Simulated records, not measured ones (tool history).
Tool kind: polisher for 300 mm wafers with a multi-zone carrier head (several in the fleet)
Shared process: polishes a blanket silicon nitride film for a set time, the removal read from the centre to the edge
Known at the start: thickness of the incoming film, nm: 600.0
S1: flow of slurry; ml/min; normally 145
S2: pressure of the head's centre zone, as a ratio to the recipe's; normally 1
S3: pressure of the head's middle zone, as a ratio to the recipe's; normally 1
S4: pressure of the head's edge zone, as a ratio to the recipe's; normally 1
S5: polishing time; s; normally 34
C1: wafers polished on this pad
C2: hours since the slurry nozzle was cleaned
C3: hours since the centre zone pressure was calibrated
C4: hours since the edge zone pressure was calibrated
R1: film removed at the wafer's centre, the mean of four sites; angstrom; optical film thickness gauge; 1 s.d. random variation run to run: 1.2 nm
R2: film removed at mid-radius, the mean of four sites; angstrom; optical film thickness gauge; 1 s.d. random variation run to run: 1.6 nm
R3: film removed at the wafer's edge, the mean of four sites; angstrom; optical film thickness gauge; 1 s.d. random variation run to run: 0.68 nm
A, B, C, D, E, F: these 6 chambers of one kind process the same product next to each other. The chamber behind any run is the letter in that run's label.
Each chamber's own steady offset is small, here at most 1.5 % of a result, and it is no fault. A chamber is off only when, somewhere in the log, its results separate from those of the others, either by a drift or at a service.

-- hour=0.9 chamber A: worn pad replaced by a new one
-- hour=4.4 chamber E: worn pad replaced by a new one
run 1E hour=5.7 | S1=145 S2=1 S3=1 S4=1 S5=34 | C1=19 C2=300 C3=158.9 C4=619.9 | R1=1105.9 R2=1070.2 R3=1124.1
-- hour=6.1 chamber D: slurry nozzle cleaned
run 2A hour=11.8 | S1=145 S2=1 S3=1 S4=1 S5=34 | C1=163 C2=267.7 C3=495.2 C4=292.4 | R1=1115.2 R2=1085.3 R3=1105.2
-- hour=15.2 chamber C: slurry nozzle cleaned
run 3F hour=15.7 | S1=145 S2=1 S3=1 S4=1 S5=34 | C1=900 C2=51.8 C3=195.1 C4=234.4 | R1=1115.4 R2=1116.8 R3=1107.4
run 4D hour=19.9 | S1=145 S2=1 S3=1 S4=1 S5=34 | C1=960 C2=13.8 C3=848.5 C4=87.8 | R1=1129.8 R2=1118.1 R3=1115.1
-- hour=20.5 chamber B: worn pad replaced by a new one
run 5B hour=26.1 | S1=145 S2=1 S3=1 S4=1 S5=34 | C1=83 C2=398.8 C3=221.4 C4=473.3 | R1=1106.6 R2=1085.4 R3=1110.9
-- hour=28.7 chamber F: worn pad replaced by a new one
run 6C hour=32.7 | S1=145 S2=1 S3=1 S4=1 S5=34 | C1=790 C2=17.5 C3=1158.5 C4=337.4 | R1=1092.9 R2=1084.7 R3=1104.3
run 7C hour=40.3 | S1=145 S2=1 S3=1 S4=1 S5=34 | C1=903 C2=25.1 C3=1166.1 C4=345 | R1=1099.7 R2=1089.5 R3=1096
run 8F hour=44 | S1=190 S2=1 S3=1.08 S4=1 S5=34 | C1=228 C2=80.1 C3=223.4 C4=262.7 | R1=1199.1 R2=1206.6 R3=1140.1
run 9B hour=48.9 | S1=190 S2=1 S3=1.08 S4=1 S5=34 | C1=422 C2=421.6 C3=244.2 C4=496.1 | R1=1149 R2=1255.9 R3=1148.2
-- hour=49.3 chamber E: worn pad replaced by a new one
-- hour=49.4 chamber D: worn pad replaced by a new one
run 10A hour=53.8 | S1=190 S2=1 S3=1.08 S4=1 S5=34 | C1=787 C2=309.7 C3=537.2 C4=334.4 | R1=1159.8 R2=1237.8 R3=1149.4
-- hour=58.4 chamber A: worn pad replaced by a new one
run 11D hour=59.8 | S1=190 S2=1 S3=1.08 S4=1 S5=34 | C1=155 C2=53.7 C3=888.4 C4=127.7 | R1=1192.7 R2=1264.8 R3=1146.8
run 12E hour=64.4 | S1=190 S2=1 S3=1.08 S4=1 S5=34 | C1=225 C2=358.7 C3=217.6 C4=678.6 | R1=1168.8 R2=1252.9 R3=1144.8
-- hour=68.4 chamber C: worn pad replaced by a new one
-- hour=68.4 chamber A: slurry nozzle cleaned
run 13B hour=69.5 | S1=190 S2=1 S3=1.08 S4=1 S5=34 | C1=729 C2=442.2 C3=264.8 C4=516.7 | R1=1140.2 R2=1257.3 R3=1156.6
run 14C hour=76.8 | S1=145 S2=1 S3=1 S4=1 S5=34 | C1=125 C2=61.6 C3=1202.6 C4=381.5 | R1=1085.7 R2=1118.2 R3=1112.1
run 15A hour=82.8 | S1=145 S2=1 S3=1 S4=1 S5=34 | C1=363 C2=14.5 C3=566.2 C4=363.4 | R1=1120 R2=1134.5 R3=1103.1
run 16E hour=88.1 | S1=145 S2=1 S3=1 S4=1 S5=34 | C1=578 C2=382.4 C3=241.3 C4=702.3 | R1=1093.9 R2=1099.4 R3=1100.4
run 17F hour=96.1 | S1=145 S2=1 S3=1 S4=1 S5=34 | C1=1003 C2=132.2 C3=275.5 C4=314.8 | R1=1119.9 R2=1082.7 R3=1102.4
-- hour=96.5 chamber E: worn pad replaced by a new one
run 18D hour=100.2 | S1=145 S2=1 S3=1 S4=1 S5=34 | C1=756 C2=94.1 C3=928.8 C4=168.1 | R1=1111.9 R2=1136.4 R3=1115.2
-- hour=105.1 chamber F: worn pad replaced by a new one
-- hour=106.1 chamber D: centre zone pressure recalibrated
run 19A hour=107 | S1=145 S2=1 S3=1 S4=1 S5=34 | C1=723 C2=38.7 C3=590.4 C4=387.6 | R1=1095.6 R2=1136.9 R3=1098.3
-- hour=110.3 chamber A: worn pad replaced by a new one
run 20D hour=111.3 | S1=145 S2=1 S3=1 S4=1 S5=34 | C1=921 C2=105.2 C3=5.2 C4=179.2 | R1=990.1 R2=1094.4 R3=1109
run 21B hour=118.6 | S1=145 S2=1 S3=1 S4=1 S5=34 | C1=1459 C2=491.3 C3=313.9 C4=565.8 | R1=1089.6 R2=1142.3 R3=1107.6
-- hour=120.4 chamber B: edge zone pressure recalibrated
run 22F hour=122.9 | S1=145 S2=1 S3=1 S4=1 S5=34 | C1=266 C2=159 C3=302.3 C4=341.6 | R1=1102.5 R2=1084.9 R3=1117.1
-- hour=128 chamber B: worn pad replaced by a new one
-- hour=130.2 chamber A: edge zone pressure recalibrated
run 23C hour=130.7 | S1=145 S2=1 S3=1 S4=1 S5=34 | C1=927 C2=115.5 C3=1256.5 C4=435.4 | R1=1091.1 R2=1087.6 R3=1108.5
run 24E hour=134.9 | S1=145 S2=1 S3=1 S4=1 S5=34 | C1=571 C2=429.2 C3=288.1 C4=749.1 | R1=1116.7 R2=1088.6 R3=1103.2
-- hour=141.5 chamber E: worn pad replaced by a new one
run 25C hour=141.7 | S1=145 S2=1 S3=0.91 S4=1 S5=34 | C1=1090 C2=126.5 C3=1267.5 C4=446.4 | R1=1100.2 R2=1003.1 R3=1111.9
run 26F hour=146 | S1=145 S2=1 S3=0.91 S4=1 S5=34 | C1=609 C2=182.1 C3=325.4 C4=364.7 | R1=1105.8 R2=999.99 R3=1115.3
-- hour=149.1 chamber D: worn pad replaced by a new one
run 27B hour=152.5 | S1=145 S2=1 S3=0.91 S4=1 S5=34 | C1=364 C2=525.2 C3=347.8 C4=32.1 | R1=1102.8 R2=1034.4 R3=1119.3
-- hour=155.5 chamber C: worn pad replaced by a new one
run 28D hour=158.4 | S1=145 S2=1 S3=0.91 S4=1 S5=34 | C1=139 C2=152.3 C3=52.3 C4=226.3 | R1=1009.7 R2=1055 R3=1117.6
run 29A hour=165.2 | S1=145 S2=1 S3=0.91 S4=1 S5=34 | C1=816 C2=96.9 C3=648.6 C4=35 | R1=1110.1 R2=1004.9 R3=1108.3
-- hour=167.1 chamber A: worn pad replaced by a new one
run 30E hour=169.1 | S1=145 S2=1 S3=0.91 S4=1 S5=34 | C1=411 C2=463.4 C3=322.3 C4=783.3 | R1=1118.9 R2=1017.3 R3=1094.4
-- hour=172.8 chamber F: worn pad replaced by a new one
run 31A hour=173.4 | S1=145 S2=1 S3=1 S4=1 S5=34 | C1=95 C2=105.1 C3=656.8 C4=43.2 | R1=1123.2 R2=1099.4 R3=1095.4
run 32E hour=178.7 | S1=145 S2=1 S3=1 S4=1 S5=34 | C1=554 C2=473 C3=331.9 C4=792.9 | R1=1111.8 R2=1083.5 R3=1108.1
run 33F hour=185.5 | S1=145 S2=1 S3=1 S4=0.91 S5=34 | C1=190 C2=221.6 C3=364.9 C4=404.2 | R1=1102.7 R2=1084 R3=1055.6
run 34D hour=192.6 | S1=145 S2=1 S3=1 S4=0.91 S5=34 | C1=648 C2=186.5 C3=86.5 C4=260.5 | R1=1020.9 R2=1127.1 R3=1054.8
run 35B hour=198.6 | S1=145 S2=1 S3=1 S4=0.91 S5=34 | C1=1050 C2=571.3 C3=393.9 C4=78.2 | R1=1094.1 R2=1139.8 R3=1056.8
run 36C hour=205.1 | S1=145 S2=1 S3=1 S4=0.91 S5=34 | C1=739 C2=189.9 C3=1330.9 C4=509.8 | R1=1073.1 R2=1107.9 R3=1043.3

Next, every chamber runs the same settings. What will each give?
run 37A hour=211 | S1=100 S2=1 S3=1 S4=1 S5=34 | R1=? R2=? R3=?
run 37B hour=211 | S1=100 S2=1 S3=1 S4=1 S5=34 | R1=? R2=? R3=?
run 37C hour=211 | S1=100 S2=1 S3=1 S4=1 S5=34 | R1=? R2=? R3=?
run 37D hour=211 | S1=100 S2=1 S3=1 S4=1 S5=34 | R1=? R2=? R3=?
run 37E hour=211 | S1=100 S2=1 S3=1 S4=1 S5=34 | R1=? R2=? R3=?
run 37F hour=211 | S1=100 S2=1 S3=1 S4=1 S5=34 | R1=? R2=? R3=?

run=37A R1=1009.2 R2=987.54 R3=1034.3
run=37B R1=990.88 R2=1044.7 R3=1053.3
run=37C R1=1005.6 R2=1030.5 R3=1035.6
run=37D R1=909.31 R2=1008.8 R3=1036.4
run=37E R1=1008.7 R2=992.87 R3=1044.8
run=37F R1=1021.6 R2=1005.1 R3=1052
